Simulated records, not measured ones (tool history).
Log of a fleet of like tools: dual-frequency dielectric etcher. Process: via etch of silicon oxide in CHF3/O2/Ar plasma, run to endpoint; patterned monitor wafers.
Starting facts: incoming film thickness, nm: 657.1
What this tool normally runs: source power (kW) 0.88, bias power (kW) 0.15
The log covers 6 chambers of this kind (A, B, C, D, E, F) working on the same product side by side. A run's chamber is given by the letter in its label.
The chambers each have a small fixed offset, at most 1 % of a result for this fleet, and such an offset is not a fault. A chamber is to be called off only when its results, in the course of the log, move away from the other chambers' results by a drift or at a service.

{"day": 0.112, "done": "chamber C: source power generator calibrated"}
{"run": "1F", "day": 0.142, "source power (kW)": 0.88, "bias power (kW)": 0.15, "endpoint time (s)": 306.36}
{"run": "2B", "day": 0.312, "source power (kW)": 0.88, "bias power (kW)": 0.15, "endpoint time (s)": 304.34}
{"run": "3A", "day": 0.592, "source power (kW)": 0.88, "bias power (kW)": 0.15, "endpoint time (s)": 306.63}
{"run": "4D", "day": 0.779, "source power (kW)": 0.88, "bias power (kW)": 0.15, "endpoint time (s)": 304.72}
{"run": "5C", "day": 0.988, "source power (kW)": 0.88, "bias power (kW)": 0.15, "endpoint time (s)": 301.37}
{"run": "6E", "day": 1.208, "source power (kW)": 0.88, "bias power (kW)": 0.15, "endpoint time (s)": 304.6}
{"run": "7E", "day": 1.462, "source power (kW)": 0.88, "bias power (kW)": 0.15, "endpoint time (s)": 305.43}
{"run": "8B", "day": 1.679, "source power (kW)": 0.88, "bias power (kW)": 0.15, "endpoint time (s)": 305.34}
{"run": "9F", "day": 2.0, "source power (kW)": 0.88, "bias power (kW)": 0.15, "endpoint time (s)": 306.12}
{"run": "10C", "day": 2.146, "source power (kW)": 0.88, "bias power (kW)": 0.15, "endpoint time (s)": 300.91}
{"run": "11A", "day": 2.454, "source power (kW)": 0.88, "bias power (kW)": 0.15, "endpoint time (s)": 305.72}
{"run": "12D", "day": 2.654, "source power (kW)": 0.88, "bias power (kW)": 0.15, "endpoint time (s)": 304.73}
{"run": "13B", "day": 2.95, "source power (kW)": 0.88, "bias power (kW)": 0.185, "endpoint time (s)": 283.31}
{"run": "14E", "day": 3.158, "source power (kW)": 0.88, "bias power (kW)": 0.185, "endpoint time (s)": 285.61}
{"run": "15A", "day": 3.342, "source power (kW)": 0.88, "bias power (kW)": 0.185, "endpoint time (s)": 284.99}
{"run": "16D", "day": 3.617, "source power (kW)": 0.88, "bias power (kW)": 0.185, "endpoint time (s)": 284.17}
{"run": "17C", "day": 3.788, "source power (kW)": 0.88, "bias power (kW)": 0.185, "endpoint time (s)": 280.13}
{"run": "18F", "day": 3.983, "source power (kW)": 0.88, "bias power (kW)": 0.185, "endpoint time (s)": 287.31}
{"run": "19A", "day": 4.246, "source power (kW)": 0.88, "bias power (kW)": 0.15, "endpoint time (s)": 306.09}
{"run": "20B", "day": 4.55, "source power (kW)": 0.88, "bias power (kW)": 0.15, "endpoint time (s)": 304.95}
{"run": "21C", "day": 4.808, "source power (kW)": 0.88, "bias power (kW)": 0.15, "endpoint time (s)": 302.35}
{"run": "22E", "day": 5.012, "source power (kW)": 0.88, "bias power (kW)": 0.15, "endpoint time (s)": 303.96}
{"run": "23F", "day": 5.288, "source power (kW)": 0.95, "bias power (kW)": 0.173, "endpoint time (s)": 284.94}
{"run": "24D", "day": 5.504, "source power (kW)": 0.95, "bias power (kW)": 0.173, "endpoint time (s)": 282.68}
{"run": "25D", "day": 5.704, "source power (kW)": 0.95, "bias power (kW)": 0.173, "endpoint time (s)": 280.56}
{"run": "26A", "day": 5.888, "source power (kW)": 0.95, "bias power (kW)": 0.173, "endpoint time (s)": 284.48}
{"run": "27C", "day": 6.096, "source power (kW)": 0.95, "bias power (kW)": 0.173, "endpoint time (s)": 280.78}
{"run": "28E", "day": 6.238, "source power (kW)": 0.95, "bias power (kW)": 0.173, "endpoint time (s)": 282.86}
{"run": "29B", "day": 6.538, "source power (kW)": 0.88, "bias power (kW)": 0.15, "endpoint time (s)": 302.47}
{"run": "30F", "day": 6.783, "source power (kW)": 0.88, "bias power (kW)": 0.15, "endpoint time (s)": 304.76}
{"run": "31A", "day": 6.983, "source power (kW)": 0.88, "bias power (kW)": 0.163, "endpoint time (s)": 299}
{"run": "32F", "day": 7.267, "source power (kW)": 0.88, "bias power (kW)": 0.163, "endpoint time (s)": 298.25}
{"run": "33B", "day": 7.412, "source power (kW)": 0.88, "bias power (kW)": 0.163, "endpoint time (s)": 294.92}
{"run": "34C", "day": 7.675, "source power (kW)": 0.88, "bias power (kW)": 0.163, "endpoint time (s)": 292.51}
{"day": 7.729, "done": "chamber A: wet clean of the chamber"}
{"run": "35E", "day": 7.833, "source power (kW)": 0.88, "bias power (kW)": 0.163, "endpoint time (s)": 297.93}
{"run": "36D", "day": 8.154, "source power (kW)": 0.88, "bias power (kW)": 0.163, "endpoint time (s)": 295.79}
{"run": "37B", "day": 8.321, "source power (kW)": 0.88, "bias power (kW)": 0.15, "endpoint time (s)": 303.22}
{"day": 8.338, "done": "chamber D: wet clean of the chamber"}
{"run": "38D", "day": 8.488, "source power (kW)": 0.88, "bias power (kW)": 0.15, "endpoint time (s)": 305.63}
{"run": "39F", "day": 8.675, "source power (kW)": 0.88, "bias power (kW)": 0.15, "endpoint time (s)": 308.03}
{"run": "40C", "day": 8.888, "source power (kW)": 0.88, "bias power (kW)": 0.15, "endpoint time (s)": 301.06}
{"run": "41A", "day": 9.067, "source power (kW)": 0.88, "bias power (kW)": 0.15, "endpoint time (s)": 305.47}

Each of the 6 chambers runs these same settings next. Fill in every chamber's results:
{"run": "42A", "day": 9.296, "source power (kW)": 0.98, "bias power (kW)": 0.15, "endpoint time (s)": "?"}
{"run": "42B", "day": 9.296, "source power (kW)": 0.98, "bias power (kW)": 0.15, "endpoint time (s)": "?"}
{"run": "42C", "day": 9.296, "source power (kW)": 0.98, "bias power (kW)": 0.15, "endpoint time (s)": "?"}
{"run": "42D", "day": 9.296, "source power (kW)": 0.98, "bias power (kW)": 0.15, "endpoint time (s)": "?"}
{"run": "42E", "day": 9.296, "source power (kW)": 0.98, "bias power (kW)": 0.15, "endpoint time (s)": "?"}
{"run": "42F", "day": 9.296, "source power (kW)": 0.98, "bias power (kW)": 0.15, "endpoint time (s)": "?"}

run=42A endpoint_time_(s)=295.13
run=42B endpoint_time_(s)=291.86
run=42C endpoint_time_(s)=288.11
run=42D endpoint_time_(s)=291.69
run=42E endpoint_time_(s)=294.19
run=42F endpoint_time_(s)=293.39

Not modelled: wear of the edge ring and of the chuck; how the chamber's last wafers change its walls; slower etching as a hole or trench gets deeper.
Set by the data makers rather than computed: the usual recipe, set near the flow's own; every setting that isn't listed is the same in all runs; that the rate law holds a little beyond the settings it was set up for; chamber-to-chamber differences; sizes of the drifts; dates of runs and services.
